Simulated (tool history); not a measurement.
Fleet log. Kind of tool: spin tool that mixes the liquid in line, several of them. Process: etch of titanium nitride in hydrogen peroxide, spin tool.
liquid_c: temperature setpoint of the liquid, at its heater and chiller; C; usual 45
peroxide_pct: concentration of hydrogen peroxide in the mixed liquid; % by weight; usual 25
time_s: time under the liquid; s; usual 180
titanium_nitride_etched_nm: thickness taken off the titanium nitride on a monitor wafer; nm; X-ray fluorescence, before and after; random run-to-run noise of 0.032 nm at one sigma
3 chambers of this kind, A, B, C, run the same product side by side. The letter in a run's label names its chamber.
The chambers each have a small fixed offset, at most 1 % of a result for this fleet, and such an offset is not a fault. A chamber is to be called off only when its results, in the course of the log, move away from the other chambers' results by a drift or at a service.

run,hour,liquid_c,peroxide_pct,time_s,hours since the thermometer was replaced,hours since the peroxide flow meter was replaced,hours since the heated supply line was repaired,hours since the drum of peroxide was connected,"read-back film thickness of the titanium nitride reference wafer, read on the same gauge (nm)",titanium_nitride_etched_nm
1C,9.7,45,25,180,398.6,330.7,649.8,654,99.998,3.2699
2B,20,45,25,180,381.8,579.6,3823.9,1234.8,100.01,3.2543
3A,30.2,45,25,180,372.1,734.3,2684.3,571.2,100.02,3.2793
4A,36.2,45,25,180,378.1,740.3,2690.3,577.2,99.986,3.212
# hour 40.4: chamber B: heated supply line repaired
5C,42.8,45,25,180,431.7,363.8,682.9,687.1,100.01,3.2373
6B,52.5,45,25,180,414.3,612.1,12.1,1267.3,99.99,3.2768
# hour 53.4: chamber A: new drum of peroxide connected
7B,60.2,45,25,180,422,619.8,19.8,1275,99.963,3.2079
8A,66.3,45,25,180,408.2,770.4,2720.4,12.9,100.02,3.2654
# hour 74.1: chamber A: heated supply line repaired
9C,75.7,45,25,180,464.6,396.7,715.8,720,100,3.2422
10A,83.5,45,25,180,425.4,787.6,9.5,30.1,99.972,3.2381
11B,92.2,45,25,180,454,651.8,51.8,1307,100.02,3.2033
12C,100.4,45,25,180,489.3,421.4,740.5,744.7,99.996,3.2503
13B,106.7,45,25,180,468.5,666.3,66.3,1321.5,100,3.1082
# hour 113.3: chamber B: new drum of peroxide connected
14C,113.3,45,25,180,502.2,434.3,753.4,757.6,99.983,3.195
15A,123.3,45,25,180,465.2,827.4,49.3,69.9,100.02,3.2517
16A,131.5,45,18,180,473.4,835.6,57.5,78.1,100.01,3.0609
17C,138.2,45,18,180,527.1,459.2,778.3,782.5,99.991,2.9697
18B,147.7,45,18,180,509.5,707.3,107.3,34.5,100.01,2.9327
19B,152.7,49,18.5,180,514.5,712.3,112.3,39.5,99.983,3.892
20A,160,49,18.5,180,501.9,864.1,86,106.6,100.03,4.1455
21C,166.2,49,18.5,180,555.1,487.2,806.3,810.5,100.01,4.0368
22C,170.9,45,25,180,559.8,491.9,811,815.2,99.984,3.2812
23B,175.7,45,25,180,537.5,735.3,135.3,62.5,99.979,3.0666
24A,181.8,45,25,180,523.7,885.9,107.8,128.4,100.04,3.2547
25B,189.5,45,25,180,551.3,749.1,149.1,76.3,100,3.0154
26A,198.5,45,25,180,540.4,902.6,124.5,145.1,99.964,3.2584
27C,207.9,45,20.5,180,596.8,528.9,848,852.2,100.01,3.137
28A,213.5,45,20.5,180,555.4,917.6,139.5,160.1,99.999,3.1349

The same settings go to every chamber for the next run, one line per chamber below. Forecast the results for each:
29A,221.2,45,25,180,,,,,,?
29B,221.2,45,25,180,,,,,,?
29C,221.2,45,25,180,,,,,,?

run,titanium_nitride_etched_nm
29A,3.2952
29B,3.0112
29C,3.2869
